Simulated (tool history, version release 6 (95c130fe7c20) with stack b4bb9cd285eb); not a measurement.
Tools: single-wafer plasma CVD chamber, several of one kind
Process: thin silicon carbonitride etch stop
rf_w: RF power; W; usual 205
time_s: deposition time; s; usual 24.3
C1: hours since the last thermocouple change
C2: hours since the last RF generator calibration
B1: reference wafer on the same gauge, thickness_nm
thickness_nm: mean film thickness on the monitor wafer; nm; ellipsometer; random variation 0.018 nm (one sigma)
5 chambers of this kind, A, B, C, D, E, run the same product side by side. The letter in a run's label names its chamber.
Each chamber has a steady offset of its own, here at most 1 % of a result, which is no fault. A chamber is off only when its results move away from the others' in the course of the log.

Run 1A, hour 8.1: usual settings; C1 616.8; C2 307.7; B1 14.795. Result: thickness_nm 13.946 nm.
Run 2C, hour 19.8: usual settings; C1 2751.8; C2 153.5; B1 14.796. Result: thickness_nm 13.957 nm.
Run 3B, hour 30.5: usual settings; C1 424.4; C2 226.0; B1 14.791. Result: thickness_nm 13.899 nm.
Run 4E, hour 43.0: usual settings; C1 1077.9; C2 325.3; B1 14.794. Result: thickness_nm 13.847 nm.
Run 5D, hour 51.7: usual settings; C1 2099.2; C2 138.0; B1 14.788. Result: thickness_nm 13.881 nm.
Run 6A, hour 59.5: usual settings; C1 668.2; C2 359.1; B1 14.782. Result: thickness_nm 13.987 nm.
Run 7B, hour 65.1: usual settings; C1 459.0; C2 260.6; B1 14.782. Result: thickness_nm 13.875 nm.
Run 8C, hour 73.6: usual settings; C1 2805.6; C2 207.3; B1 14.778. Result: thickness_nm 13.926 nm.
Run 9E, hour 83.1: usual settings but rf_w 180 W; C1 1118.0; C2 365.4; B1 14.780. Result: thickness_nm 13.324 nm.
Run 10D, hour 92.6: usual settings but rf_w 180 W; C1 2140.1; C2 178.9; B1 14.775. Result: thickness_nm 13.303 nm.
Run 11C, hour 100.7: usual settings but rf_w 180 W; C1 2832.7; C2 234.4; B1 14.772. Result: thickness_nm 13.409 nm.
Run 12D, hour 109.1: usual settings but rf_w 180 W; C1 2156.6; C2 195.4; B1 14.768. Result: thickness_nm 13.328 nm.
Run 13B, hour 115.4: usual settings but rf_w 180 W; C1 509.3; C2 310.9; B1 14.776. Result: thickness_nm 13.332 nm.
Run 14E, hour 121.8: usual settings; C1 1156.7; C2 404.1; B1 14.774. Result: thickness_nm 13.821 nm.
Run 15A, hour 132.4: usual settings; C1 741.1; C2 432.0; B1 14.763. Result: thickness_nm 13.922 nm.
Run 16D, hour 145.2: usual settings; C1 2192.7; C2 231.5; B1 14.767. Result: thickness_nm 13.858 nm.
Run 17B, hour 153.7: usual settings; C1 547.6; C2 349.2; B1 14.760. Result: thickness_nm 13.889 nm.
Run 18C, hour 160.7: usual settings; C1 2892.7; C2 294.4; B1 14.763. Result: thickness_nm 13.928 nm.
Run 19E, hour 167.4: usual settings; C1 1202.3; C2 449.7; B1 14.763. Result: thickness_nm 13.800 nm.
Run 20A, hour 177.5: usual settings; C1 786.2; C2 477.1; B1 14.754. Result: thickness_nm 13.936 nm.
Run 21B, hour 186.1: usual settings; C1 580.0; C2 381.6; B1 14.755. Result: thickness_nm 13.870 nm.
Run 22D, hour 196.1: usual settings; C1 2243.6; C2 282.4; B1 14.752. Result: thickness_nm 13.809 nm.
Run 23C, hour 203.6: usual settings; C1 2935.6; C2 337.3; B1 14.748. Result: thickness_nm 13.900 nm.
Run 24A, hour 209.4: usual settings; C1 818.1; C2 509.0; B1 14.748. Result: thickness_nm 13.918 nm.
Run 25E, hour 218.2: usual settings; C1 1253.1; C2 500.5; B1 14.744. Result: thickness_nm 13.812 nm.
Run 26D, hour 230.7: usual settings; C1 2278.2; C2 317.0; B1 14.737. Result: thickness_nm 13.811 nm.
Run 27E, hour 236.5: usual settings; C1 1271.4; C2 518.8; B1 14.745. Result: thickness_nm 13.800 nm.
At hour 241.0: chamber C: thermocouple changed; heater temperature recalibrated.
Run 28A, hour 245.3: usual settings; C1 854.0; C2 544.9; B1 14.738. Result: thickness_nm 13.897 nm.
Run 29C, hour 257.4: usual settings; C1 16.5; C2 391.1; B1 14.734. Result: thickness_nm 13.873 nm.
Run 30B, hour 265.0: usual settings; C1 658.9; C2 460.5; B1 14.730. Result: thickness_nm 13.859 nm.
Run 31A, hour 273.2: usual settings; C1 881.9; C2 572.8; B1 14.730. Result: thickness_nm 13.915 nm.
Run 32E, hour 280.8: usual settings; C1 1315.7; C2 563.1; B1 14.730. Result: thickness_nm 13.790 nm.
Run 33D, hour 290.6: usual settings; C1 2338.1; C2 376.9; B1 14.731. Result: thickness_nm 13.835 nm.
Run 34C, hour 301.9: usual settings but time_s 21.0 s; C1 61.0; C2 435.6; B1 14.724. Result: thickness_nm 12.005 nm.
Run 35B, hour 310.9: usual settings but time_s 21.0 s; C1 704.8; C2 506.4; B1 14.724. Result: thickness_nm 11.955 nm.

All 5 chambers run these settings next. Forecast each chamber's results:
Run 36A, hour 320.0: usual settings. Result: thickness_nm ?.
Run 36B, hour 320.0: usual settings. Result: thickness_nm ?.
Run 36C, hour 320.0: usual settings. Result: thickness_nm ?.
Run 36D, hour 320.0: usual settings. Result: thickness_nm ?.
Run 36E, hour 320.0: usual settings. Result: thickness_nm ?.

run  thickness_nm
36A        13.891
36B        13.833
36C        13.834
36D        13.807
36E        13.800
